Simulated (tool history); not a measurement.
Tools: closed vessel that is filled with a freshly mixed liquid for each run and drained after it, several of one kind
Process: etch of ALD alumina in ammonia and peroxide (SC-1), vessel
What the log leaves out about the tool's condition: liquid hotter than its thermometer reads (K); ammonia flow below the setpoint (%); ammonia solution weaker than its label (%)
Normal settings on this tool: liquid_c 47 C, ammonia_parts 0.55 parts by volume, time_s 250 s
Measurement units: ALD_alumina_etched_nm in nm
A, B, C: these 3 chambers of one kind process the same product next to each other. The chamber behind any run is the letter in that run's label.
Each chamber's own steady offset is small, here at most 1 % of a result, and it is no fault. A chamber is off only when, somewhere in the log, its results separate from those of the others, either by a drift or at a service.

run   hour  liquid_c  ammonia_parts  time_s  hours since the thermometer was replaced  hours since the ammonia flow meter was replaced  hours since the drum of ammonia solution was connected  read-back film thickness of the ALD alumina reference wafer, read on the same gauge (nm)  ALD_alumina_etched_nm
 1B    3.1        47           0.55     250                                     414.7                                           1033.3                                                   194.5                                                                                    39.986                 10.819
 2A    6.8        47           0.55     250                                     194.9                                            121.5                                                   153.8                                                                                    39.987                 11.002
 3C    9.3        47           0.55     250                                    1017.5                                            727.8                                                     375                                                                                    39.996                 10.962
 4B   13.4        47           0.55     250                                       425                                           1043.6                                                   204.8                                                                                    39.985                 10.823
 5A   17.1        47           0.55     250                                     205.2                                            131.8                                                   164.1                                                                                    39.977                  11.01
 6C   20.6        47           0.55     250                                    1028.8                                            739.1                                                   386.3                                                                                    40.004                 10.952
 7C   23.5        47           0.55     250                                    1031.7                                              742                                                   389.2                                                                                    39.992                 10.915
      26.1  -- chamber C: ammonia flow meter replaced
 8A   27.8        47           0.55     250                                     215.9                                            142.5                                                   174.8                                                                                    40.009                 10.991
 9B   30.7        47           0.55     250                                     442.3                                           1060.9                                                   222.1                                                                                    40.006                  10.82
10B   33.9        47           0.55     250                                     445.5                                           1064.1                                                   225.3                                                                                    39.993                 10.821
11C   36.7        47           0.55     250                                    1044.9                                             10.7                                                   402.4                                                                                    39.994                 10.944
12A     40        47           0.55     250                                     228.1                                            154.7                                                     187                                                                                    40.009                 11.006
13A   43.4        47           0.55     250                                     231.5                                            158.1                                                   190.4                                                                                    40.014                 11.026
14B   46.1        47           0.55     250                                     457.7                                           1076.3                                                   237.5                                                                                    40.046                 10.807
15C   50.3        47           0.55     250                                    1058.5                                             24.3                                                     416                                                                                    39.989                 10.998
        51  -- chamber B: new drum of ammonia solution connected
16A   53.2        47           0.55     250                                     241.3                                            167.9                                                   200.2                                                                                    39.982                 11.028
17B   57.7        47           0.55     250                                     469.3                                           1087.9                                                     6.7                                                                                    39.964                 10.928
18C   60.4        47           0.55     250                                    1068.6                                             34.4                                                   426.1                                                                                    39.999                 11.119
19C   62.5        47           0.55     250                                    1070.7                                             36.5                                                   428.2                                                                                    40.003                 11.043
20B   66.5        40           0.55     105                                     478.1                                           1096.7                                                    15.5                                                                                    40.007                 3.0416
21A     69        40           0.55     105                                     257.1                                            183.7                                                     216                                                                                    40.006                 3.0885
22C   72.6        40           0.55     105                                    1080.8                                             46.6                                                   438.3                                                                                    40.016                 3.1041
23B   75.6        47           0.55     250                                     487.2                                           1105.8                                                    24.6                                                                                    39.978                 10.858
      78.9  -- chamber A: new drum of ammonia solution connected
24A   80.4        47           0.55     250                                     268.5                                            195.1                                                     1.5                                                                                    40.005                 10.942
25B     83        47           0.55     250                                     494.6                                           1113.2                                                      32                                                                                    40.007                 10.869
26C   85.8        44           0.75     250                                      1094                                             59.8                                                   451.5                                                                                    40.008                 9.6963
27A   89.9        44           0.75     250                                       278                                            204.6                                                      11                                                                                    39.993                 9.5912
28C   93.9        44           0.75     250                                    1102.1                                             67.9                                                   459.6                                                                                    40.029                 9.6825
29B   96.6      38.5           0.55     310                                     508.2                                           1126.8                                                    45.6                                                                                    39.989                 8.2025
30A   99.3      38.5           0.55     310                                     287.4                                              214                                                    20.4                                                                                    39.984                 8.3975
31B  101.4      38.5           0.55     310                                       513                                           1131.6                                                    50.4                                                                                    39.995                 8.2356
32C  104.7        47           0.55     250                                    1112.9                                             78.7                                                   470.4                                                                                    39.996                 11.221

For the next run the whole fleet of 3 chambers uses the same settings. Give each chamber's results:
33A  108.2        47           0.55     250                                                                                                                                                                                                                                                                   ?
33B  108.2        47           0.55     250                                                                                                                                                                                                                                                                   ?
33C  108.2        47           0.55     250                                                                                                                                                                                                                                                                   ?

run  ALD_alumina_etched_nm
33A                  11.01
33B                 10.767
33C                 11.214
